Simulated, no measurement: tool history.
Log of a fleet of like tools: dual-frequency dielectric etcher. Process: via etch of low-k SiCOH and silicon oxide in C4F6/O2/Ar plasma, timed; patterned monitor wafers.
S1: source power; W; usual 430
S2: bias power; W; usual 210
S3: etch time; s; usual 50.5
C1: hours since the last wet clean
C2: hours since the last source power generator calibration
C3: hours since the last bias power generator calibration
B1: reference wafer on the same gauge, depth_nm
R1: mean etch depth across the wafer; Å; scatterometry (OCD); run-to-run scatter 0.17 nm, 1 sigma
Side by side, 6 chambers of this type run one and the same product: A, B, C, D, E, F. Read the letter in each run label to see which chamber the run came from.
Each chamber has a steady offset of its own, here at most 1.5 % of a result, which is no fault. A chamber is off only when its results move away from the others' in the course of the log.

| run | hour | S1 | S2 | S3 | C1 | C2 | C3 | B1 | R1 |
|---|---|---|---|---|---|---|---|---|---|
| 1B | 7.7 | 430 | 210 | 50.5 | 102.6 | 4140.4 | 1214.6 | 117.98 | 1402.0 |
| 2F | 14.9 | 430 | 210 | 50.5 | 305.9 | 902.9 | 1659.1 | 117.96 | 1427.2 |
| 3E | 25.1 | 430 | 210 | 50.5 | 127.9 | 2440.7 | 1075.8 | 118.00 | 1425.5 |
| 4D | 34.7 | 430 | 210 | 50.5 | 64.5 | 1628.9 | 2769.5 | 117.92 | 1428.7 |
| 5A | 43.4 | 430 | 210 | 50.5 | 357.6 | 931.8 | 2426.2 | 117.94 | 1430.4 |
| 6C | 55.1 | 430 | 210 | 50.5 | 187.0 | 1990.9 | 1899.7 | 117.92 | 1400.6 |
| 7B | 65.0 | 430 | 210 | 50.5 | 159.9 | 4197.7 | 1271.9 | 117.93 | 1403.4 |
| 8E | 72.0 | 430 | 210 | 50.5 | 174.8 | 2487.6 | 1122.7 | 117.92 | 1428.9 |
| 9C | 84.6 | 430 | 210 | 50.5 | 216.5 | 2020.4 | 1929.2 | 117.90 | 1399.6 |
| 10A | 91.1 | 430 | 210 | 50.5 | 405.3 | 979.5 | 2473.9 | 117.86 | 1431.8 |
| 11D | 103.8 | 430 | 210 | 50.5 | 133.6 | 1698.0 | 2838.6 | 117.88 | 1423.2 |
| 12F | 116.6 | 430 | 210 | 50.5 | 407.6 | 1004.6 | 1760.8 | 117.83 | 1428.5 |
| 13D | 127.6 | 430 | 210 | 50.5 | 157.4 | 1721.8 | 2862.4 | 117.81 | 1428.9 |
| 14F | 140.5 | 430 | 210 | 50.5 | 431.5 | 1028.5 | 1784.7 | 117.80 | 1423.5 |
| 15E | 152.0 | 430 | 210 | 39.5 | 254.8 | 2567.6 | 1202.7 | 117.77 | 1112.9 |
|  | 158.1 | chamber F: wet clean of the chamber |
| 16A | 158.6 | 430 | 210 | 39.5 | 472.8 | 1047.0 | 2541.4 | 117.77 | 1116.3 |
| 17B | 169.1 | 430 | 210 | 39.5 | 264.0 | 4301.8 | 1376.0 | 117.74 | 1092.3 |
| 18C | 177.5 | 430 | 210 | 39.5 | 309.4 | 2113.3 | 2022.1 | 117.75 | 1094.9 |
| 19F | 191.9 | 430 | 210 | 39.5 | 33.8 | 1079.9 | 1836.1 | 117.73 | 1113.1 |
| 20B | 204.8 | 430 | 210 | 39.5 | 299.7 | 4337.5 | 1411.7 | 117.71 | 1092.4 |
| 21A | 213.0 | 430 | 210 | 50.5 | 527.2 | 1101.4 | 2595.8 | 117.71 | 1423.2 |
|  | 216.0 | chamber F: bias power generator calibrated |
| 22E | 221.5 | 430 | 210 | 50.5 | 324.3 | 2637.1 | 1272.2 | 117.67 | 1426.4 |
| 23C | 234.6 | 430 | 210 | 50.5 | 366.5 | 2170.4 | 2079.2 | 117.64 | 1394.5 |
| 24D | 241.6 | 430 | 210 | 50.5 | 271.4 | 1835.8 | 2976.4 | 117.66 | 1427.6 |
| 25F | 249.2 | 430 | 238 | 42.5 | 91.1 | 1137.2 | 33.3 | 117.63 | 1244.4 |
| 26A | 257.0 | 430 | 238 | 42.5 | 571.2 | 1145.4 | 2639.8 | 117.61 | 1253.0 |
| 27B | 263.4 | 430 | 238 | 42.5 | 358.3 | 4396.1 | 1470.3 | 117.64 | 1228.7 |
|  | 264.1 | chamber A: wet clean of the chamber |
| 28E | 270.2 | 430 | 238 | 42.5 | 373.0 | 2685.8 | 1320.9 | 117.60 | 1247.3 |
| 29D | 283.6 | 430 | 238 | 42.5 | 313.4 | 1877.8 | 3018.4 | 117.57 | 1249.5 |
| 30C | 290.2 | 430 | 238 | 42.5 | 422.1 | 2226.0 | 2134.8 | 117.58 | 1224.5 |
| 31F | 299.9 | 460 | 210 | 50.5 | 141.8 | 1187.9 | 84.0 | 117.57 | 1461.7 |
| 32D | 312.8 | 460 | 210 | 50.5 | 342.6 | 1907.0 | 3047.6 | 117.54 | 1460.5 |
| 33A | 319.5 | 460 | 210 | 50.5 | 55.4 | 1207.9 | 2702.3 | 117.55 | 1461.7 |
| 34E | 327.0 | 460 | 210 | 50.5 | 429.8 | 2742.6 | 1377.7 | 117.55 | 1463.2 |
| 35C | 334.5 | 460 | 210 | 50.5 | 466.4 | 2270.3 | 2179.1 | 117.48 | 1434.1 |
| 36B | 345.5 | 460 | 210 | 50.5 | 440.4 | 4478.2 | 1552.4 | 117.51 | 1434.8 |
| 37A | 355.8 | 430 | 210 | 50.5 | 91.7 | 1244.2 | 2738.6 | 117.51 | 1420.6 |
| 38E | 370.0 | 500 | 238 | 50.5 | 472.8 | 2785.6 | 1420.7 | 117.46 | 1564.6 |
| 39F | 383.7 | 500 | 238 | 50.5 | 225.6 | 1271.7 | 167.8 | 117.46 | 1571.5 |
| 40B | 392.8 | 500 | 238 | 50.5 | 487.7 | 4525.5 | 1599.7 | 117.41 | 1541.4 |

Next, all 6 chambers run the settings below, one line each with question marks for the results. What does each chamber give?
| 41A | 403.2 | 320 | 210 | 50.5 |  |  |  |  | ? |
| 41B | 403.2 | 320 | 210 | 50.5 |  |  |  |  | ? |
| 41C | 403.2 | 320 | 210 | 50.5 |  |  |  |  | ? |
| 41D | 403.2 | 320 | 210 | 50.5 |  |  |  |  | ? |
| 41E | 403.2 | 320 | 210 | 50.5 |  |  |  |  | ? |
| 41F | 403.2 | 320 | 210 | 50.5 |  |  |  |  | ? |

| run | R1 |
|---|---|
| 41A | 1270.2 |
| 41B | 1246.7 |
| 41C | 1247.1 |
| 41D | 1265.7 |
| 41E | 1267.7 |
| 41F | 1266.4 |

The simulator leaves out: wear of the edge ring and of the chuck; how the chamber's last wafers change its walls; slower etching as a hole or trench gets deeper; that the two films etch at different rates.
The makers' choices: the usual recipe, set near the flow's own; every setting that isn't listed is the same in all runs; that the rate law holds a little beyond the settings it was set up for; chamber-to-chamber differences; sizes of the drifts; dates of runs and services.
